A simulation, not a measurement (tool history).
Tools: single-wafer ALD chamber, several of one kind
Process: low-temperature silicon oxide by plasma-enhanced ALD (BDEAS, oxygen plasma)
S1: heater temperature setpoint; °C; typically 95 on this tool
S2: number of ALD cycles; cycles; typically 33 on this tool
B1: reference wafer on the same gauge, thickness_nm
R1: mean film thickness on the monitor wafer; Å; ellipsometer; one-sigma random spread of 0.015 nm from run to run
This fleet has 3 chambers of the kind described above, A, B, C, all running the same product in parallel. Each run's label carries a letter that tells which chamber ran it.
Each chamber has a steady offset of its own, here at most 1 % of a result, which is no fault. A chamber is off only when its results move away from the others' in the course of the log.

run,hour,S1,S2,B1,R1
1C,13.8,95,33,5.4524,47.655
2B,27.7,95,33,5.4517,48.005
3A,36.5,95,33,5.4527,47.666
4A,51.2,95,33,5.4492,47.431
5C,64.3,95,33,5.451,47.439
6B,78.2,95,33,5.4507,47.91
7C,89.2,110,28,5.4504,39.21
8A,102.8,110,28,5.4541,38.8
9B,112.5,110,28,5.4523,39.321
10B,121.3,95,37,5.4449,53.541
11A,136.5,95,37,5.4472,53.253
12C,147,95,37,5.4519,53.806
13A,155.4,95,33,5.4565,47.517
14C,169.7,90,33,5.4542,48.788
15B,180.5,90,33,5.4541,48.951
16A,192.1,90,33,5.4508,48.353
17B,205.3,95,33,5.4509,48.138
18C,219.7,95,33,5.4503,47.871
19C,229,95,33,5.4528,47.838
20B,239.9,84,39,5.4508,58.909
21A,255.2,84,39,5.4537,58.567
22B,268.4,84,39,5.446,59.048
23A,281.4,95,33,5.4525,47.707
24C,291.3,95,33,5.4509,47.46
25B,299.9,95,33,5.4528,48.409
26C,312,95,29,5.4498,41.848
27A,321.7,95,29,5.4527,41.822
28B,329.3,95,29,5.4484,42.375
29C,337.5,95,33,5.4525,47.552
30A,345.8,95,33,5.4541,47.458
31B,352.6,95,33,5.452,48.505
32A,361,95,33,5.448,47.467
33C,372.8,95,37,5.4527,53.759
34A,387.9,95,37,5.4518,53.153
35B,402.1,95,37,5.4442,54.476
36C,413.6,95,33,5.4443,47.878
37A,421.9,95,33,5.45,47.78
38B,431.5,95,33,5.4519,48.457
39C,442.8,95,33,5.4512,47.864
40A,451.4,95,33,5.4495,47.369
41B,458.7,88,30,5.4527,45.517
42C,470.6,88,30,5.4534,44.27
43C,481.5,88,30,5.4547,44.669
44B,491,95,33,5.4495,48.265

Decide between three cases: one chamber stands off from its peers, the gauge reading all wafers drifts, or nothing is wrong past each chamber's small offset. Where a chamber is off, say which and what most likely put it there.

One chamber, B, drifts off from the rest bit by bit.
Likeliest cause: wafer temperature below the value expected at the setpoint (K) = 4.68.

Which of the 4 candidates below, each the usual settings with something changed and its results left as question marks, puts chamber B back in line with what the other chambers give on the usual settings?
Counts as in line when no further than this from what the other chambers average on the usual settings: R1 0.52 Å
45B-1,502.3,106,33,,?
45B-2,502.3,89,33,,?
45B-3,502.3,101,33,,?
45B-4,502.3,84,33,,?

Other chambers, usual settings, mean: R1 47.672 Å
run,R1
45B-1,46.903
45B-2,49.712
45B-3,47.644
45B-4,50.573
45B-3 is the one that brings the chamber's results back in line with the other chambers.

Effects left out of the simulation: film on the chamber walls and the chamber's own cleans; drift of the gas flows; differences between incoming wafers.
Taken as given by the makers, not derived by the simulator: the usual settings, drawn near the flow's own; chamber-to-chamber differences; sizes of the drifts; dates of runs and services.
